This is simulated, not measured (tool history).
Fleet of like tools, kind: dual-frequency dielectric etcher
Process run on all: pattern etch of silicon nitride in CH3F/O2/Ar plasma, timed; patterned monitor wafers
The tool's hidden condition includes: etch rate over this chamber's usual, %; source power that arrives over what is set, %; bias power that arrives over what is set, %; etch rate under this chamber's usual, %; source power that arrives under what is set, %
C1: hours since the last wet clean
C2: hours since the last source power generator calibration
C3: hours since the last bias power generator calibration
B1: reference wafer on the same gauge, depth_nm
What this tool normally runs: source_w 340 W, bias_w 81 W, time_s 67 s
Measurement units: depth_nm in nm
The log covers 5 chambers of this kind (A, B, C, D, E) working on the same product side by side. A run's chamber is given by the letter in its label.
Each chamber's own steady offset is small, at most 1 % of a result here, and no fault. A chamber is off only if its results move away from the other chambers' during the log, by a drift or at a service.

Run 1D, hour 9: usual settings; C1 425.3; C2 3325.1; C3 586.7; B1 41.068. Result: depth_nm 46.223 nm.
Run 2E, hour 19.6: usual settings; C1 238.9; C2 730.6; C3 618.4; B1 41.118. Result: depth_nm 46.386 nm.
Run 3A, hour 26.9: usual settings; C1 313.3; C2 1040.7; C3 1883.1; B1 41.101. Result: depth_nm 46.18 nm.
Run 4B, hour 33.2: usual settings; C1 449.7; C2 2207; C3 524; B1 41.104. Result: depth_nm 46.233 nm.
Run 5C, hour 42.9: usual settings; C1 427.6; C2 2267.6; C3 1276.6; B1 41.105. Result: depth_nm 45.931 nm.
Run 6A, hour 49.1: usual settings; C1 335.5; C2 1062.9; C3 1905.3; B1 41.088. Result: depth_nm 45.969 nm.
At hour 49.4: chamber C: wet clean of the chamber.
Run 7E, hour 54.8: usual settings but time_s 53.5 s; C1 274.1; C2 765.8; C3 653.6; B1 41.09. Result: depth_nm 37.063 nm.
At hour 61.3: chamber B: wet clean of the chamber.
Run 8D, hour 62.4: usual settings but time_s 53.5 s; C1 478.7; C2 3378.5; C3 640.1; B1 41.098. Result: depth_nm 36.819 nm.
Run 9B, hour 72: usual settings but time_s 53.5 s; C1 10.8; C2 2245.8; C3 562.8; B1 41.102. Result: depth_nm 36.99 nm.
Run 10C, hour 81.2: usual settings but time_s 53.5 s; C1 31.9; C2 2305.9; C3 1314.9; B1 41.07. Result: depth_nm 36.739 nm.
Run 11E, hour 92.3: usual settings but time_s 53.5 s; C1 311.6; C2 803.3; C3 691.1; B1 41.085. Result: depth_nm 37 nm.
Run 12C, hour 102.2: usual settings; C1 52.9; C2 2326.9; C3 1335.9; B1 41.084. Result: depth_nm 46.172 nm.
Run 13B, hour 111: usual settings; C1 49.8; C2 2284.8; C3 601.8; B1 41.116. Result: depth_nm 46.279 nm.
Run 14D, hour 120.6: usual settings; C1 536.9; C2 3436.7; C3 698.3; B1 41.103. Result: depth_nm 46.351 nm.
At hour 129.4: chamber D: wet clean of the chamber.
Run 15A, hour 129.7: usual settings; C1 416.1; C2 1143.5; C3 1985.9; B1 41.071. Result: depth_nm 46.406 nm.
Run 16D, hour 137.9: usual settings but source_w 410 W, bias_w 96 W; C1 8.6; C2 3454; C3 715.6; B1 41.073. Result: depth_nm 52.746 nm.
Run 17B, hour 144.9: usual settings but source_w 410 W, bias_w 96 W; C1 83.7; C2 2318.7; C3 635.7; B1 41.12. Result: depth_nm 52.939 nm.
Run 18A, hour 155.7: usual settings but source_w 410 W, bias_w 96 W; C1 442.1; C2 1169.5; C3 2011.9; B1 41.114. Result: depth_nm 52.766 nm.
Run 19C, hour 163.6: usual settings but source_w 410 W, bias_w 96 W; C1 114.3; C2 2388.3; C3 1397.3; B1 41.124. Result: depth_nm 52.237 nm.
At hour 164.6: chamber D: source power generator calibrated.
Run 20E, hour 173.6: usual settings but source_w 410 W, bias_w 96 W; C1 392.9; C2 884.6; C3 772.4; B1 41.08. Result: depth_nm 52.911 nm.
Run 21A, hour 185.1: usual settings but source_w 290 W, time_s 51.5 s; C1 471.5; C2 1198.9; C3 2041.3; B1 41.094. Result: depth_nm 33.587 nm.
Run 22D, hour 193.7: usual settings but source_w 290 W, time_s 51.5 s; C1 64.4; C2 29.2; C3 771.4; B1 41.104. Result: depth_nm 33.361 nm.
At hour 196.6: chamber A: wet clean of the chamber.
Run 23E, hour 202.4: usual settings but source_w 290 W, time_s 51.5 s; C1 421.7; C2 913.4; C3 801.2; B1 41.102. Result: depth_nm 33.638 nm.
Run 24B, hour 214.9: usual settings but source_w 290 W, time_s 51.5 s; C1 153.7; C2 2388.7; C3 705.7; B1 41.109. Result: depth_nm 33.379 nm.
Run 25C, hour 221.2: usual settings but source_w 290 W, time_s 51.5 s; C1 171.9; C2 2445.9; C3 1454.9; B1 41.139. Result: depth_nm 33.557 nm.
Run 26A, hour 231.4: usual settings; C1 34.8; C2 1245.2; C3 2087.6; B1 41.119. Result: depth_nm 46.814 nm.
Run 27B, hour 239.8: usual settings; C1 178.6; C2 2413.6; C3 730.6; B1 41.12. Result: depth_nm 46.325 nm.
Run 28D, hour 249.1: usual settings; C1 119.8; C2 84.6; C3 826.8; B1 41.109. Result: depth_nm 46.139 nm.
Run 29E, hour 258.5: usual settings but bias_w 92 W, time_s 85 s; C1 477.8; C2 969.5; C3 857.3; B1 41.078. Result: depth_nm 61.506 nm.
Run 30C, hour 268.9: usual settings but bias_w 92 W, time_s 85 s; C1 219.6; C2 2493.6; C3 1502.6; B1 41.117. Result: depth_nm 61.383 nm.
Run 31D, hour 278.7: usual settings but bias_w 92 W, time_s 85 s; C1 149.4; C2 114.2; C3 856.4; B1 41.114. Result: depth_nm 61.363 nm.
At hour 285.9: chamber E: wet clean of the chamber.
Run 32E, hour 289.2: usual settings but bias_w 92 W, time_s 85 s; C1 3.4; C2 1000.2; C3 888; B1 41.072. Result: depth_nm 61.534 nm.
Run 33B, hour 296.1: usual settings but bias_w 92 W, time_s 85 s; C1 234.9; C2 2469.9; C3 786.9; B1 41.112. Result: depth_nm 61.309 nm.
Run 34A, hour 302.8: usual settings; C1 106.2; C2 1316.6; C3 2159; B1 41.105. Result: depth_nm 46.56 nm.
Run 35C, hour 314.9: usual settings but source_w 260 W; C1 265.6; C2 2539.6; C3 1548.6; B1 41.107. Result: depth_nm 41.865 nm.
Run 36C, hour 325: usual settings but source_w 260 W; C1 275.7; C2 2549.7; C3 1558.7; B1 41.091. Result: depth_nm 41.961 nm.
Run 37A, hour 335.9: usual settings but source_w 260 W; C1 139.3; C2 1349.7; C3 2192.1; B1 41.088. Result: depth_nm 42.491 nm.
Run 38E, hour 344.4: usual settings but source_w 260 W; C1 58.6; C2 1055.4; C3 943.2; B1 41.071. Result: depth_nm 41.957 nm.
Run 39D, hour 352.3: usual settings but source_w 260 W; C1 223; C2 187.8; C3 930; B1 41.136. Result: depth_nm 41.431 nm.
Run 40B, hour 364.7: usual settings; C1 303.5; C2 2538.5; C3 855.5; B1 41.105. Result: depth_nm 46.197 nm.
Run 41E, hour 373.7: usual settings; C1 87.9; C2 1084.7; C3 972.5; B1 41.086. Result: depth_nm 46.315 nm.
Run 42D, hour 384.5: usual settings; C1 255.2; C2 220; C3 962.2; B1 41.088. Result: depth_nm 46.149 nm.

All chambers now run identical settings, listed one chamber a line with results as question marks. What results will each chamber show?
Run 43A, hour 393.5: usual settings. Result: depth_nm ?.
Run 43B, hour 393.5: usual settings. Result: depth_nm ?.
Run 43C, hour 393.5: usual settings. Result: depth_nm ?.
Run 43D, hour 393.5: usual settings. Result: depth_nm ?.
Run 43E, hour 393.5: usual settings. Result: depth_nm ?.

run  depth_nm
43A    46.954
43B    46.126
43C    45.882
43D    46.033
43E    46.305

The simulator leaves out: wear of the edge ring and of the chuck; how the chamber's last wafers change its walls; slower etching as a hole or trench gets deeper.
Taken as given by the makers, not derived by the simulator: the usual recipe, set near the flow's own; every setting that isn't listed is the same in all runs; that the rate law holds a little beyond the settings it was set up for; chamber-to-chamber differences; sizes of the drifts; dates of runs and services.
